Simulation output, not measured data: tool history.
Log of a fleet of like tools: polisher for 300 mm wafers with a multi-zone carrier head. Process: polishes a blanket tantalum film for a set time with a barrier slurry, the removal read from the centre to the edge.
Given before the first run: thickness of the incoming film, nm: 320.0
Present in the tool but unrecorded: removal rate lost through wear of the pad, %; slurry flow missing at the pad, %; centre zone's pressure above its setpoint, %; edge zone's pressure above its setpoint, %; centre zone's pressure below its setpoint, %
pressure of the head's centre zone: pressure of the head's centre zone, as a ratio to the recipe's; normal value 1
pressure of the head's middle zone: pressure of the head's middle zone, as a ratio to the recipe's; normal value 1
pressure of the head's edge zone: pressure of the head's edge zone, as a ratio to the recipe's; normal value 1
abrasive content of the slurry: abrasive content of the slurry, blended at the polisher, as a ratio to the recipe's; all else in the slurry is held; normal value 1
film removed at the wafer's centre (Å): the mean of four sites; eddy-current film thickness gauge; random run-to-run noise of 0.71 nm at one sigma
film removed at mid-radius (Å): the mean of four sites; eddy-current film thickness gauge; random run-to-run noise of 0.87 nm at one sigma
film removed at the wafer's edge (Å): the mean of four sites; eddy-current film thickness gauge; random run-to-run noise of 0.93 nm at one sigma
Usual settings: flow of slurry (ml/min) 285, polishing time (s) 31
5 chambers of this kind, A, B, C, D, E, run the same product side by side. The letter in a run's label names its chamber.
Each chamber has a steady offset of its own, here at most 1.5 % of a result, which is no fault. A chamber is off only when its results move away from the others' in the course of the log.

run   hour  flow of slurry (ml/min)  pressure of the head's centre zone  pressure of the head's middle zone  pressure of the head's edge zone  abrasive content of the slurry  polishing time (s)  wafers polished on this pad  hours since the slurry nozzle was cleaned  hours since the centre zone pressure was calibrated  hours since the edge zone pressure was calibrated  film removed at the wafer's centre (Å)  film removed at mid-radius (Å)  film removed at the wafer's edge (Å)
 1C    9.7                      285                                   1                                   1                                 1                               1                  31                          204                                      184.4                                                211.6                                              560.4                                  652.14                          653.04                                658.69
 2B   23.4                      285                                   1                                   1                                 1                               1                  31                          551                                       34.6                                                652.3                                              301.8                                  676.09                          636.09                                658.89
      23.6  -- chamber E: centre zone pressure recalibrated
      35.9  -- chamber D: worn pad replaced by a new one
 3D   38.6                      285                                   1                                   1                                 1                               1                  31                           42                                       77.9                                                948.2                                              974.6                                  656.59                          651.29                                648.77
 4E   46.1                      285                                   1                                   1                                 1                               1                  31                         1421                                         76                                                 22.5                                              231.4                                  650.68                          647.69                                672.59
      47.2  -- chamber E: worn pad replaced by a new one
      57.1  -- chamber A: worn pad replaced by a new one
 5A   59.8                      285                                   1                                   1                                 1                               1                  31                           41                                      532.3                                                805.3                                              210.9                                  672.09                          653.24                                655.74
 6C   72.1                      285                                   1                                   1                                 1                               1                  31                         1156                                      246.8                                                  274                                              622.8                                  656.32                          653.97                                676.53
      74.5  -- chamber B: worn pad replaced by a new one
 7D   81.3                      285                                   1                                   1                                 1                               1                  31                          694                                      120.6                                                990.9                                             1017.3                                  649.51                           650.1                                653.19
      92.4  -- chamber C: worn pad replaced by a new one
 8A   92.9                      285                                   1                                   1                                 1                               1                  31                          546                                      565.4                                                838.4                                                244                                  655.68                          647.94                                658.04
 9B  104.7                      285                                   1                                   1                                 1                               1                  31                          462                                      115.9                                                733.6                                              383.1                                  658.74                          661.76                                656.22
     111.8  -- chamber C: slurry nozzle cleaned
       112  -- chamber D: centre zone pressure recalibrated
10E    118                      285                                   1                                   1                                 1                               1                  31                         1082                                      147.9                                                 94.4                                              303.3                                  642.22                          665.26                                669.29
     121.5  -- chamber D: edge zone pressure recalibrated
     122.8  -- chamber A: slurry nozzle cleaned
     129.5  -- chamber D: worn pad replaced by a new one
     129.9  -- chamber E: worn pad replaced by a new one
11B  130.2                      285                                   1                                   1                                 1                               1                  31                          851                                      141.4                                                759.1                                              408.6                                  650.89                          638.12                                676.61
12C  139.2                      285                                   1                                   1                                 1                             0.7                  31                          714                                       27.4                                                341.1                                              689.9                                  593.69                          588.34                                603.24
13E  152.5                      285                                   1                                   1                                 1                             0.7                  31                          346                                      182.4                                                128.9                                              337.8                                   573.6                          596.01                                 590.5
     160.7  -- chamber A: worn pad replaced by a new one
     161.4  -- chamber B: worn pad replaced by a new one
14D  163.6                      285                                   1                                   1                                 1                             0.7                  31                          520                                      202.9                                                 51.6                                               42.1                                  580.01                          585.25                                 583.8
15A  178.7                      285                                   1                                   1                                 1                             0.7                  31                          275                                         56                                                924.2                                              329.8                                  593.23                          593.74                                588.73
     183.9  -- chamber C: worn pad replaced by a new one
16E    188                      285                                   1                                   1                                 1                             0.7                  31                          888                                      217.9                                                164.4                                              373.3                                  582.11                          598.82                                584.01
17D  203.9                      285                                   1                                   1                                 1                               1                  31                         1136                                      243.2                                                 91.9                                               82.4                                  659.25                          653.54                                660.59
18C  218.3                      285                                   1                                   1                                 1                               1                  31                          526                                      106.5                                                420.2                                                769                                   652.3                          660.68                                664.33
     222.7  -- chamber E: worn pad replaced by a new one
19A  234.1                      285                                   1                                0.96                                 1                               1                  31                         1120                                      111.4                                                979.6                                              385.2                                  654.52                          636.81                                675.53
     237.3  -- chamber D: worn pad replaced by a new one
       246  -- chamber A: worn pad replaced by a new one
20B  248.2                      285                                   1                                0.96                                 1                               1                  31                         1324                                      259.4                                                877.1                                              526.6                                  636.42                          634.19                                667.11
     255.5  -- chamber B: worn pad replaced by a new one
21C  260.2                      285                                   1                                0.96                                 1                               1                  31                         1166                                      148.4                                                462.1                                              810.9                                  653.78                          624.41                                666.42
     262.5  -- chamber D: slurry nozzle cleaned
     270.4  -- chamber C: worn pad replaced by a new one
22A  271.5                      285                                   1                                0.96                                 1                               1                  31                          390                                      148.8                                                 1017                                              422.6                                  652.65                          639.69                                 652.4
23B  282.2                      285                                   1                                0.96                                 1                               1                  31                          408                                      293.4                                                911.1                                              560.6                                  634.23                          631.44                                663.09
24E  290.4                      285                                   1                                   1                                 1                               1                  31                         1033                                      320.3                                                266.8                                              475.7                                  653.08                          664.25                                665.08
25D  297.6                      285                                   1                                   1                                 1                               1                  31                          921                                       35.1                                                185.6                                              176.1                                  670.36                          653.05                                652.58
26B  311.6                      285                                   1                                   1                                 1                               1                  31                          857                                      322.8                                                940.5                                                590                                  628.44                          658.02                                671.07
     324.4  -- chamber A: centre zone pressure recalibrated
27E  328.2                      285                                   1                                   1                                 1                               1                  31                         1610                                      358.1                                                304.6                                              513.5                                  662.55                          653.37                                675.01
     328.4  -- chamber E: worn pad replaced by a new one
     332.4  -- chamber D: worn pad replaced by a new one
28A  337.2                      285                                   1                                   1                                 1                               1                  31                         1393                                      214.5                                                 12.9                                              488.3                                   648.4                          660.46                                660.57
     346.2  -- chamber B: worn pad replaced by a new one
     346.5  -- chamber A: worn pad replaced by a new one
29C    353                      285                                   1                                   1                                 1                               1                  31                         1261                                      241.2                                                554.9                                              903.7                                  639.21                          656.28                                660.76
30D  360.2                      285                                   1                                   1                                 1                               1                  31                          425                                       97.7                                                248.2                                              238.7                                  660.44                           663.9                                652.37
31E  369.6                      285                                   1                                   1                                 1                               1                  31                          629                                      399.5                                                  346                                              554.9                                   663.5                          660.57                                681.05
     370.8  -- chamber C: worn pad replaced by a new one
32B    381                      285                                   1                                   1                                 1                               1                  31                          531                                      392.2                                               1009.9                                              659.4                                  613.45                          645.39                                673.89
33C    392                      285                                   1                                   1                                 1                               1                  31                          324                                      280.2                                                593.9                                              942.7                                  649.65                          658.62                                 653.1
34D  407.4                      285                                   1                                   1                                 1                               1                  31                         1145                                      144.9                                                295.4                                              285.9                                  660.38                          655.96                                653.42
       411  -- chamber E: worn pad replaced by a new one
     415.1  -- chamber D: worn pad replaced by a new one
35A  416.6                      285                                   1                                   1                              1.07                               1                  31                         1071                                      293.9                                                 92.3                                              567.7                                  660.58                          661.91                                   673
     417.9  -- chamber C: slurry nozzle cleaned
     430.4  -- chamber A: worn pad replaced by a new one
36C  433.1                      285                                   1                                   1                              1.07                               1                  31                          952                                       15.3                                                  635                                              983.8                                  656.51                           648.7                                689.45
37A  446.6                      285                                   1                                   1                              1.07                               1                  31                          247                                      323.9                                                122.3                                              597.7                                  653.18                           666.7                                687.92
     447.6  -- chamber B: worn pad replaced by a new one
38E    455                      285                                   1                                   1                              1.07                               1                  31                          673                                      484.9                                                431.4                                              640.3                                   658.8                          664.44                                699.56
39B  468.2                      285                                   1                                   1                              1.07                               1                  31                          314                                      479.4                                               1097.1                                              746.6                                  601.39                          642.71                                671.51
40D  479.9                      285                                   1                                   1                                 1                               1                  31                          990                                      217.4                                                367.9                                              358.4                                  661.27                          663.37                                646.01

What goes on in this fleet: one chamber off, a drifting gauge, or nothing beyond the chambers' own small offsets? Name the chamber and the cause, if any.

One chamber, B, drifts off from the rest bit by bit.
Cause: centre zone's pressure below its setpoint, % = 7.53.

Chamber B could run next with any of the 4 candidate recipes listed below; each alters the usual settings, and their results appear as question marks. Which one brings its results back in line with what the other chambers deliver on the usual settings?
Allowed miss from the other chambers' usual-settings mean, per result, to count as in line: film removed at the wafer's centre (Å) 25; film removed at mid-radius (Å) 30; film removed at the wafer's edge (Å) 33
41B-1  491.8                      295                                1.11                                0.98                              0.96                               1                  32                                                                                                                                                                                                                       ?                               ?                                     ?
41B-2  491.8                      280                                0.91                                1.02                              1.03                               1                  30                                                                                                                                                                                                                       ?                               ?                                     ?
41B-3  491.8                      290                                1.06                                0.99                              0.98                               1                  31                                                                                                                                                                                                                       ?                               ?                                     ?
41B-4  491.8                      280                                0.94                                1.01                              1.02                               1                  31                                                                                                                                                                                                                       ?                               ?                                     ?

Mean of the other chambers on the usual settings: film removed at the wafer's centre (Å) 657.13; film removed at mid-radius (Å) 659.88; film removed at the wafer's edge (Å) 659.62
  run  film removed at the wafer's centre (Å)  film removed at mid-radius (Å)  film removed at the wafer's edge (Å)
41B-1                                  699.78                          667.84                                664.85
41B-2                                  523.06                          646.67                                643.97
41B-3                                  643.13                          652.04                                650.12
41B-4                                  560.48                          662.08                                662.05
It is 41B-3 that realigns the chamber with its peers.

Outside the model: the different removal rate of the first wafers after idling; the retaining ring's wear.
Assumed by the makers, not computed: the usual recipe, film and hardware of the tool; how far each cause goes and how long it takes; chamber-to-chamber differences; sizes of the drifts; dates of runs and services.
